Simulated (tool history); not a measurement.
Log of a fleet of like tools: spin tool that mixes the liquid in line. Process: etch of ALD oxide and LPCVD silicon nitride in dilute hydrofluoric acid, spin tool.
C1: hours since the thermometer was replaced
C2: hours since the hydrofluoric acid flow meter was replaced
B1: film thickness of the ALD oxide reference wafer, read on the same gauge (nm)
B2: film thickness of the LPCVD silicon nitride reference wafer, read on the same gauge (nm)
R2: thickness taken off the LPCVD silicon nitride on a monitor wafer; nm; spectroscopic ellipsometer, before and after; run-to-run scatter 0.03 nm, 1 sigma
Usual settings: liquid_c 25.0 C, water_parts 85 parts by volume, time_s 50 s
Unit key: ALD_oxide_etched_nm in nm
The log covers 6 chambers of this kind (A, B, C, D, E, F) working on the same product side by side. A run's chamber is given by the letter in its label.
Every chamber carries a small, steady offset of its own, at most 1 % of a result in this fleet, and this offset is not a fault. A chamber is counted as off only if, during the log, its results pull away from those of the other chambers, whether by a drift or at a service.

Run 1D, hour 4.5: usual settings; C1 2103.2; C2 69.3; B1 109.97; B2 99.997. Result: ALD_oxide_etched_nm 6.0171 nm, R2 0.33176 nm.
Run 2F, hour 10.2: usual settings; C1 444.2; C2 624.9; B1 110.01; B2 100.000. Result: ALD_oxide_etched_nm 6.1134 nm, R2 0.35007 nm.
Run 3C, hour 17.5: usual settings; C1 597.3; C2 197.1; B1 110.00; B2 100.030. Result: ALD_oxide_etched_nm 6.0030 nm, R2 0.31513 nm.
Run 4E, hour 21.8: usual settings; C1 499.4; C2 538.5; B1 110.00; B2 99.978. Result: ALD_oxide_etched_nm 6.1695 nm, R2 0.32559 nm.
Run 5A, hour 25.8: usual settings; C1 310.0; C2 757.5; B1 110.00; B2 99.967. Result: ALD_oxide_etched_nm 6.0813 nm, R2 0.35116 nm.
Run 6B, hour 30.1: usual settings but water_parts 55 parts by volume; C1 1362.8; C2 306.4; B1 110.00; B2 99.984. Result: ALD_oxide_etched_nm 9.8147 nm, R2 0.55589 nm.
Run 7F, hour 35.0: usual settings but water_parts 55 parts by volume; C1 469.0; C2 649.7; B1 110.00; B2 99.971. Result: ALD_oxide_etched_nm 10.0500 nm, R2 0.47830 nm.
Run 8C, hour 41.8: usual settings but water_parts 55 parts by volume; C1 621.6; C2 221.4; B1 109.98; B2 100.010. Result: ALD_oxide_etched_nm 9.7551 nm, R2 0.54170 nm.
Run 9B, hour 49.6: usual settings but water_parts 55 parts by volume; C1 1382.3; C2 325.9; B1 109.99; B2 100.020. Result: ALD_oxide_etched_nm 9.8406 nm, R2 0.52280 nm.
Run 10D, hour 55.8: usual settings but water_parts 55 parts by volume; C1 2154.5; C2 120.6; B1 110.00; B2 99.977. Result: ALD_oxide_etched_nm 9.6310 nm, R2 0.51677 nm.
Run 11A, hour 60.7: usual settings but water_parts 55 parts by volume; C1 344.9; C2 792.4; B1 109.98; B2 99.993. Result: ALD_oxide_etched_nm 9.8508 nm, R2 0.49743 nm.
Run 12E, hour 67.0: usual settings; C1 544.6; C2 583.7; B1 109.99; B2 100.030. Result: ALD_oxide_etched_nm 6.1994 nm, R2 0.34063 nm.
Run 13B, hour 72.5: usual settings; C1 1405.2; C2 348.8; B1 109.99; B2 100.040. Result: ALD_oxide_etched_nm 6.1272 nm, R2 0.28438 nm.
Run 14D, hour 79.4: usual settings; C1 2178.1; C2 144.2; B1 109.98; B2 100.000. Result: ALD_oxide_etched_nm 6.0042 nm, R2 0.38269 nm.
At hour 82.5: chamber F: hydrofluoric acid flow meter replaced.
Run 15C, hour 83.5: usual settings; C1 663.3; C2 263.1; B1 109.99; B2 100.000. Result: ALD_oxide_etched_nm 6.1003 nm, R2 0.35352 nm.
Run 16E, hour 90.1: usual settings but liquid_c 27.5 C; C1 567.7; C2 606.8; B1 109.99; B2 100.010. Result: ALD_oxide_etched_nm 6.8609 nm, R2 0.32333 nm.
Run 17F, hour 95.5: usual settings but liquid_c 27.5 C; C1 529.5; C2 13.0; B1 109.99; B2 100.030. Result: ALD_oxide_etched_nm 6.8107 nm, R2 0.36534 nm.
Run 18A, hour 101.3: usual settings but liquid_c 27.5 C; C1 385.5; C2 833.0; B1 110.02; B2 99.991. Result: ALD_oxide_etched_nm 6.6251 nm, R2 0.38989 nm.
Run 19C, hour 107.4: usual settings but liquid_c 27.5 C; C1 687.2; C2 287.0; B1 110.00; B2 99.984. Result: ALD_oxide_etched_nm 6.7277 nm, R2 0.40986 nm.
Run 20D, hour 114.9: usual settings but liquid_c 27.5 C; C1 2213.6; C2 179.7; B1 110.00; B2 99.998. Result: ALD_oxide_etched_nm 6.5897 nm, R2 0.38383 nm.
Run 21B, hour 119.8: usual settings but liquid_c 27.5 C; C1 1452.5; C2 396.1; B1 110.01; B2 99.995. Result: ALD_oxide_etched_nm 6.7121 nm, R2 0.44184 nm.
Run 22E, hour 123.5: usual settings; C1 601.1; C2 640.2; B1 109.99; B2 99.977. Result: ALD_oxide_etched_nm 6.2651 nm, R2 0.31390 nm.
Run 23F, hour 129.8: usual settings; C1 563.8; C2 47.3; B1 110.01; B2 99.961. Result: ALD_oxide_etched_nm 6.0720 nm, R2 0.34197 nm.
Run 24A, hour 133.4: usual settings; C1 417.6; C2 865.1; B1 110.00; B2 100.040. Result: ALD_oxide_etched_nm 6.1634 nm, R2 0.31581 nm.
Run 25E, hour 139.5: usual settings; C1 617.1; C2 656.2; B1 110.00; B2 100.010. Result: ALD_oxide_etched_nm 6.0350 nm, R2 0.31238 nm.
Run 26A, hour 146.1: usual settings; C1 430.3; C2 877.8; B1 109.99; B2 99.997. Result: ALD_oxide_etched_nm 6.1218 nm, R2 0.31639 nm.
Run 27F, hour 150.8: usual settings; C1 584.8; C2 68.3; B1 110.00; B2 99.988. Result: ALD_oxide_etched_nm 6.0402 nm, R2 0.37702 nm.
Run 28D, hour 157.9: usual settings; C1 2256.6; C2 222.7; B1 110.01; B2 99.997. Result: ALD_oxide_etched_nm 6.0444 nm, R2 0.33637 nm.
Run 29B, hour 162.5: usual settings; C1 1495.2; C2 438.8; B1 110.01; B2 99.995. Result: ALD_oxide_etched_nm 6.0764 nm, R2 0.35674 nm.
Run 30C, hour 167.4: usual settings; C1 747.2; C2 347.0; B1 110.02; B2 99.969. Result: ALD_oxide_etched_nm 6.0888 nm, R2 0.35194 nm.
Run 31A, hour 172.9: usual settings; C1 457.1; C2 904.6; B1 110.01; B2 99.988. Result: ALD_oxide_etched_nm 6.2688 nm, R2 0.29454 nm.
Run 32E, hour 177.6: usual settings; C1 655.2; C2 694.3; B1 110.01; B2 99.950. Result: ALD_oxide_etched_nm 6.0950 nm, R2 0.29929 nm.
Run 33C, hour 181.5: usual settings; C1 761.3; C2 361.1; B1 109.98; B2 99.959. Result: ALD_oxide_etched_nm 6.1016 nm, R2 0.29885 nm.
Run 34F, hour 187.6: usual settings but time_s 70 s; C1 621.6; C2 105.1; B1 110.01; B2 100.010. Result: ALD_oxide_etched_nm 8.5739 nm, R2 0.44673 nm.
Run 35B, hour 191.3: usual settings but time_s 70 s; C1 1524.0; C2 467.6; B1 109.99; B2 100.000. Result: ALD_oxide_etched_nm 8.3535 nm, R2 0.42533 nm.
Run 36D, hour 196.7: usual settings but time_s 70 s; C1 2295.4; C2 261.5; B1 109.99; B2 100.020. Result: ALD_oxide_etched_nm 8.3808 nm, R2 0.43728 nm.
Run 37F, hour 204.3: usual settings but time_s 70 s; C1 638.3; C2 121.8; B1 110.00; B2 100.050. Result: ALD_oxide_etched_nm 8.5430 nm, R2 0.49302 nm.
Run 38E, hour 208.0: usual settings but time_s 70 s; C1 685.6; C2 724.7; B1 109.98; B2 99.961. Result: ALD_oxide_etched_nm 8.6747 nm, R2 0.43177 nm.

Each of the 6 chambers runs these same settings next. Fill in every chamber's results:
Run 39A, hour 213.7: usual settings but time_s 30 s. Result: ALD_oxide_etched_nm ?, R2 ?.
Run 39B, hour 213.7: usual settings but time_s 30 s. Result: ALD_oxide_etched_nm ?, R2 ?.
Run 39C, hour 213.7: usual settings but time_s 30 s. Result: ALD_oxide_etched_nm ?, R2 ?.
Run 39D, hour 213.7: usual settings but time_s 30 s. Result: ALD_oxide_etched_nm ?, R2 ?.
Run 39E, hour 213.7: usual settings but time_s 30 s. Result: ALD_oxide_etched_nm ?, R2 ?.
Run 39F, hour 213.7: usual settings but time_s 30 s. Result: ALD_oxide_etched_nm ?, R2 ?.

run  ALD_oxide_etched_nm       R2
39A               3.6072  0.20824
39B               3.6262  0.20894
39C               3.7035  0.21398
39D               3.6345  0.20771
39E               3.6806  0.22133
39F               3.5997  0.19529
